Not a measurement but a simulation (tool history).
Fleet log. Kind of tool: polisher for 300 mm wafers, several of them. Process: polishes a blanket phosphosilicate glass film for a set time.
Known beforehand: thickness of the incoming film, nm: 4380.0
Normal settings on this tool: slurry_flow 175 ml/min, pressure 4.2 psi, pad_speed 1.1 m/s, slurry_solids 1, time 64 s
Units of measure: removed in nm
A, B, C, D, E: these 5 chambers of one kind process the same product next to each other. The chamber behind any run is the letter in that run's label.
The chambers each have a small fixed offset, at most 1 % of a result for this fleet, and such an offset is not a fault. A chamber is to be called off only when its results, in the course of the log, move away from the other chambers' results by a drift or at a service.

-- hour=9.8 chamber E: worn pad replaced by a new one
run 1C hour=11.5 | slurry_flow=175 pressure=4.2 pad_speed=1.1 slurry_solids=1 time=64 | removed=690.5
run 2D hour=20.9 | slurry_flow=175 pressure=4.2 pad_speed=1.1 slurry_solids=1 time=64 | removed=689.76
-- hour=23.1 chamber A: worn pad replaced by a new one
run 3E hour=27.1 | slurry_flow=175 pressure=4.2 pad_speed=1.1 slurry_solids=1 time=64 | removed=704.5
run 4B hour=34.5 | slurry_flow=175 pressure=4.2 pad_speed=1.1 slurry_solids=1 time=64 | removed=686.23
run 5A hour=46.3 | slurry_flow=175 pressure=4.2 pad_speed=1.1 slurry_solids=1 time=64 | removed=695.23
run 6E hour=54.6 | slurry_flow=175 pressure=4.2 pad_speed=1.1 slurry_solids=1 time=64 | removed=700.66
-- hour=58.7 chamber D: worn pad replaced by a new one
-- hour=62.6 chamber C: slurry blender recalibrated
-- hour=65.2 chamber C: worn pad replaced by a new one
run 7A hour=65.9 | slurry_flow=175 pressure=4.2 pad_speed=1.1 slurry_solids=1 time=64 | removed=693.31
-- hour=69.7 chamber D: slurry blender recalibrated
-- hour=70.4 chamber A: slurry blender recalibrated
run 8B hour=74.8 | slurry_flow=175 pressure=4.2 pad_speed=1.1 slurry_solids=1 time=64 | removed=696.75
-- hour=81.8 chamber E: worn pad replaced by a new one
run 9D hour=83.4 | slurry_flow=175 pressure=4.2 pad_speed=1.1 slurry_solids=1 time=64 | removed=671.01
-- hour=93.8 chamber B: slurry blender recalibrated
run 10C hour=94.5 | slurry_flow=175 pressure=4.2 pad_speed=1.1 slurry_solids=1 time=64 | removed=704.39
-- hour=95.1 chamber A: worn pad replaced by a new one
run 11B hour=101 | slurry_flow=175 pressure=4.2 pad_speed=1.1 slurry_solids=1 time=64 | removed=675.12
-- hour=106.5 chamber D: conditioning disc replaced and pad reconditioned
run 12A hour=110.4 | slurry_flow=175 pressure=4.2 pad_speed=1.1 slurry_solids=1 time=64 | removed=694.48
run 13C hour=115.8 | slurry_flow=175 pressure=4.2 pad_speed=0.84 slurry_solids=1 time=64 | removed=558.78
run 14D hour=121.5 | slurry_flow=175 pressure=4.2 pad_speed=0.84 slurry_solids=1 time=64 | removed=543.32
run 15E hour=131.2 | slurry_flow=175 pressure=4.2 pad_speed=0.84 slurry_solids=1 time=64 | removed=570.71
-- hour=134 chamber B: worn pad replaced by a new one
-- hour=138.9 chamber A: slurry nozzle cleaned
run 16C hour=139.1 | slurry_flow=175 pressure=4.2 pad_speed=0.84 slurry_solids=1 time=64 | removed=563.23
-- hour=143.7 chamber D: head pressure recalibrated
run 17E hour=144.9 | slurry_flow=175 pressure=4.2 pad_speed=0.84 slurry_solids=1 time=64 | removed=569.03
-- hour=146.2 chamber B: slurry nozzle cleaned
-- hour=146.3 chamber D: worn pad replaced by a new one
run 18D hour=150.8 | slurry_flow=175 pressure=4.2 pad_speed=0.98 slurry_solids=1 time=64 | removed=561.24
-- hour=156.7 chamber E: worn pad replaced by a new one
run 19A hour=157.3 | slurry_flow=175 pressure=4.2 pad_speed=0.98 slurry_solids=1 time=64 | removed=629.22
-- hour=159.5 chamber E: slurry blender recalibrated
-- hour=161.6 chamber D: slurry nozzle cleaned
run 20B hour=164.1 | slurry_flow=175 pressure=4.2 pad_speed=0.98 slurry_solids=1 time=64 | removed=629.48
-- hour=168.6 chamber E: conditioning disc replaced and pad reconditioned
-- hour=169.8 chamber C: worn pad replaced by a new one
-- hour=171.5 chamber B: conditioning disc replaced and pad reconditioned
run 21C hour=173.2 | slurry_flow=175 pressure=4.2 pad_speed=0.98 slurry_solids=1 time=64 | removed=637.85
-- hour=175.1 chamber A: worn pad replaced by a new one
run 22A hour=183.1 | slurry_flow=175 pressure=4.2 pad_speed=0.98 slurry_solids=1 time=64 | removed=639.84
run 23E hour=188.4 | slurry_flow=175 pressure=4.2 pad_speed=1.1 slurry_solids=1 time=64 | removed=702.02
-- hour=189.5 chamber C: conditioning disc replaced and pad reconditioned
run 24B hour=194 | slurry_flow=175 pressure=4.2 pad_speed=1.1 slurry_solids=1 time=64 | removed=691.44
run 25D hour=203.9 | slurry_flow=175 pressure=4.2 pad_speed=1.1 slurry_solids=1 time=64 | removed=617.9
run 26C hour=211.5 | slurry_flow=175 pressure=4.2 pad_speed=1.1 slurry_solids=1 time=64 | removed=696.25
run 27E hour=221 | slurry_flow=175 pressure=4.2 pad_speed=1.1 slurry_solids=1 time=64 | removed=692.23
run 28B hour=230.4 | slurry_flow=175 pressure=4.2 pad_speed=1.1 slurry_solids=1 time=85 | removed=926.43
run 29D hour=237.5 | slurry_flow=175 pressure=4.2 pad_speed=1.1 slurry_solids=1 time=85 | removed=800.55
-- hour=238.6 chamber E: worn pad replaced by a new one
run 30A hour=243.5 | slurry_flow=175 pressure=4.2 pad_speed=1.1 slurry_solids=1 time=85 | removed=946.63
-- hour=246 chamber D: worn pad replaced by a new one
run 31D hour=253.2 | slurry_flow=175 pressure=4.2 pad_speed=1.1 slurry_solids=1 time=85 | removed=812.93
run 32E hour=261.9 | slurry_flow=175 pressure=4.2 pad_speed=1.1 slurry_solids=1 time=85 | removed=936.69
run 33C hour=267.7 | slurry_flow=175 pressure=4.2 pad_speed=0.76 slurry_solids=1 time=64 | removed=519.19

Next, every chamber runs the same settings. What will each give?
run 34A hour=276.2 | slurry_flow=175 pressure=4.2 pad_speed=1.1 slurry_solids=1 time=64 | removed=?
run 34B hour=276.2 | slurry_flow=175 pressure=4.2 pad_speed=1.1 slurry_solids=1 time=64 | removed=?
run 34C hour=276.2 | slurry_flow=175 pressure=4.2 pad_speed=1.1 slurry_solids=1 time=64 | removed=?
run 34D hour=276.2 | slurry_flow=175 pressure=4.2 pad_speed=1.1 slurry_solids=1 time=64 | removed=?
run 34E hour=276.2 | slurry_flow=175 pressure=4.2 pad_speed=1.1 slurry_solids=1 time=64 | removed=?

run=34A removed=718.91
run=34B removed=683.5
run=34C removed=702.12
run=34D removed=616.99
run=34E removed=702.35

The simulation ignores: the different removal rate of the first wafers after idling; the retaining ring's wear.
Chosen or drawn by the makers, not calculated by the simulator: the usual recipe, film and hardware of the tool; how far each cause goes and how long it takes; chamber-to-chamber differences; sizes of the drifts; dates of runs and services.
